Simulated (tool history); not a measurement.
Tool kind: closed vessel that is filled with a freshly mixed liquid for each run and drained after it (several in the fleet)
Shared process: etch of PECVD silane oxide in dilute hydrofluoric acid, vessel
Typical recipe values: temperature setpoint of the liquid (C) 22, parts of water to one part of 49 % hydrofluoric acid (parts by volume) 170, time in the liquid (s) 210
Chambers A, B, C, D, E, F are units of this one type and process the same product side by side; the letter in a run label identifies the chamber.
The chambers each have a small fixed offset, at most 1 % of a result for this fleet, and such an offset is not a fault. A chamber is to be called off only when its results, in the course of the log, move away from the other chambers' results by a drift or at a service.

| run | hour | temperature setpoint of the liquid (C) | parts of water to one part of 49 % hydrofluoric acid (parts by volume) | time in the liquid (s) | read-back film thickness of the PECVD silane oxide reference wafer, read on the same gauge (nm) | thickness taken off the PECVD silane oxide on a monitor wafer (angstrom) |
|---|---|---|---|---|---|---|
| 1F | 10.5 | 22 | 170 | 210 | 140.01 | 419.15 |
|  | 14.2 | chamber A: hydrofluoric acid flow meter replaced |
| 2D | 19.8 | 22 | 170 | 210 | 140.03 | 415.14 |
| 3C | 26.3 | 22 | 170 | 210 | 140 | 418.97 |
| 4B | 34.7 | 22 | 170 | 210 | 139.97 | 412.98 |
| 5A | 46.4 | 22 | 170 | 210 | 140.01 | 411.26 |
| 6E | 56.4 | 22 | 205 | 115 | 140.01 | 182.77 |
| 7D | 64.3 | 22 | 205 | 115 | 139.96 | 181.93 |
| 8F | 76.2 | 22 | 205 | 115 | 140.01 | 181.87 |
| 9C | 83.9 | 22 | 205 | 115 | 139.99 | 184.43 |
| 10B | 95.7 | 22 | 205 | 115 | 139.98 | 180.5 |
| 11A | 102.5 | 22 | 205 | 115 | 140.01 | 179.91 |
| 12E | 113.6 | 22 | 170 | 210 | 139.99 | 414.59 |
| 13B | 125.4 | 22 | 170 | 210 | 140.02 | 413.73 |
| 14A | 136.7 | 22 | 170 | 210 | 140.04 | 409.67 |
| 15E | 142.2 | 22 | 170 | 210 | 140.01 | 414.67 |
| 16F | 149.8 | 22 | 170 | 210 | 139.97 | 415.07 |
| 17C | 156.3 | 22 | 170 | 210 | 139.98 | 419.24 |
| 18D | 164.5 | 22 | 170 | 210 | 139.97 | 411.72 |
| 19C | 171.5 | 22 | 170 | 210 | 140 | 418.39 |
| 20E | 180.3 | 22 | 170 | 210 | 140.02 | 415.99 |
| 21F | 187.5 | 26.5 | 115 | 210 | 139.98 | 782.95 |
| 22D | 197.7 | 26.5 | 115 | 210 | 140.03 | 765.69 |
|  | 198.2 | chamber D: hydrofluoric acid flow meter replaced |
| 23B | 205.7 | 26.5 | 115 | 210 | 140 | 783.35 |
| 24A | 211.7 | 26.5 | 115 | 210 | 140.03 | 770.05 |
|  | 213.3 | chamber F: thermometer replaced |
| 25B | 219.7 | 26.5 | 115 | 210 | 139.99 | 782.08 |
| 26F | 225.4 | 26.5 | 115 | 210 | 140.01 | 786.33 |
| 27C | 231.2 | 22 | 170 | 210 | 140.02 | 417.87 |
| 28A | 242.7 | 22 | 170 | 210 | 140.02 | 411.02 |
| 29E | 250 | 22 | 170 | 210 | 140.04 | 415.71 |
| 30D | 259 | 22 | 170 | 210 | 139.99 | 407.66 |
| 31D | 269.9 | 22 | 170 | 210 | 140.03 | 406.81 |
| 32E | 275.7 | 22 | 170 | 210 | 140 | 414.08 |
| 33A | 287.7 | 22 | 170 | 210 | 139.98 | 409.8 |
| 34F | 299.5 | 22 | 170 | 210 | 140 | 417.23 |
| 35C | 311.3 | 22 | 170 | 210 | 139.97 | 416.01 |
| 36B | 322.9 | 22 | 170 | 210 | 139.98 | 413.92 |
| 37E | 333.5 | 22 | 170 | 210 | 139.99 | 416.89 |
|  | 338.5 | chamber B: thermometer replaced |
| 38B | 343.6 | 25.5 | 170 | 210 | 140.04 | 474.64 |
| 39C | 351.1 | 25.5 | 170 | 210 | 140 | 477 |
| 40F | 362.1 | 25.5 | 170 | 210 | 140 | 473.92 |
| 41D | 369.4 | 25.5 | 170 | 210 | 140 | 462.38 |

For the next run the whole fleet of 6 chambers uses the same settings. Give each chamber's results:
| 42A | 378.4 | 22 | 170 | 210 |  | ? |
| 42B | 378.4 | 22 | 170 | 210 |  | ? |
| 42C | 378.4 | 22 | 170 | 210 |  | ? |
| 42D | 378.4 | 22 | 170 | 210 |  | ? |
| 42E | 378.4 | 22 | 170 | 210 |  | ? |
| 42F | 378.4 | 22 | 170 | 210 |  | ? |

| run | thickness taken off the PECVD silane oxide on a monitor wafer (angstrom) |
|---|---|
| 42A | 411.07 |
| 42B | 412.14 |
| 42C | 415.76 |
| 42D | 403.62 |
| 42E | 415.41 |
| 42F | 415.9 |
